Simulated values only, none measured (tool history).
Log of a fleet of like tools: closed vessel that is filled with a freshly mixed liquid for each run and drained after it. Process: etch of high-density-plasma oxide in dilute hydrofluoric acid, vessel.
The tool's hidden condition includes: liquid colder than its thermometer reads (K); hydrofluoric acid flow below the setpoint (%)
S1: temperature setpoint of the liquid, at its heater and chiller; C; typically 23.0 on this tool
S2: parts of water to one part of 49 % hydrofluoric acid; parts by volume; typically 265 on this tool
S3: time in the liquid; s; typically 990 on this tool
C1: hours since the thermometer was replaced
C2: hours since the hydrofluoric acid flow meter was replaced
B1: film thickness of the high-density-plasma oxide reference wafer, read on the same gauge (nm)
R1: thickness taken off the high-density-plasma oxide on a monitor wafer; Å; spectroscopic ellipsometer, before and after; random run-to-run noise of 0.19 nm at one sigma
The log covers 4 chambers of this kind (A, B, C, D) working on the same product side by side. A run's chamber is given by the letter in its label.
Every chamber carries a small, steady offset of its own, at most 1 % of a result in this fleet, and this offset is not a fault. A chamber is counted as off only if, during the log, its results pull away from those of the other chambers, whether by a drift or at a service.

run     day    S1   S2    S3     C1      C2      B1       R1
 1D   0.508  23.0  265   990  491.5   425.8  69.993  276.070
 2A   0.829  23.0  265   990  527.7   763.2  69.997  274.100
 3C   1.454  23.0  265   990  430.8   925.6  70.004  274.540
 4B   1.962  23.0  265   990  798.8   467.8  70.005  273.790
 5C   2.246  23.0  265   990  449.8   944.6  69.989  275.410
 6A   2.625  23.0  265   990  570.8   806.3  69.987  271.320
 7B   3.025  23.0  220   635  824.3   493.3  69.966  222.780
 8D   3.408  23.0  220   635  561.1   495.4  69.983  220.650
 9B   3.712  23.0  220   635  840.8   509.8  69.999  222.990
10C   4.204  23.0  220   635  496.8   991.6  69.994  220.030
11D   4.612  23.0  265   990  590.0   524.3  69.970  276.650
12A   4.975  23.0  265   990  627.2   862.7  69.998  272.780
13B   5.392  26.0  265  1440  881.1   550.1  69.999  445.690
14D   6.050  26.0  265  1440  624.5   558.8  70.012  448.030
15A   6.362  26.0  265  1440  660.5   896.0  70.003  432.690
16C   6.854  26.0  265  1440  560.4  1055.2  70.012  446.180
17B   7.154  23.0  265   990  923.4   592.4  69.989  273.150
18A   7.717  23.0  265   990  693.0   928.5  70.015  267.330
19D   8.158  23.0  360   990  675.1   609.4  69.988  187.600
20C   8.767  23.0  360   990  606.3  1101.1  69.985  184.930
21D   9.188  23.0  360   990  699.8   634.1  69.998  186.060
22C   9.692  23.0  360   990  628.5  1123.3  70.014  184.510
23B  10.062  23.0  265   990  993.2   662.2  70.004  275.000
24A  10.650  19.0  265   430  763.4   998.9  70.012   97.786

All chambers now run identical settings, listed one chamber a line with results as question marks. What results will each chamber show?
25A  11.121  18.5  265  990               ?
25B  11.121  18.5  265  990               ?
25C  11.121  18.5  265  990               ?
25D  11.121  18.5  265  990               ?

run       R1
25A  219.290
25B  234.180
25C  232.590
25D  231.020

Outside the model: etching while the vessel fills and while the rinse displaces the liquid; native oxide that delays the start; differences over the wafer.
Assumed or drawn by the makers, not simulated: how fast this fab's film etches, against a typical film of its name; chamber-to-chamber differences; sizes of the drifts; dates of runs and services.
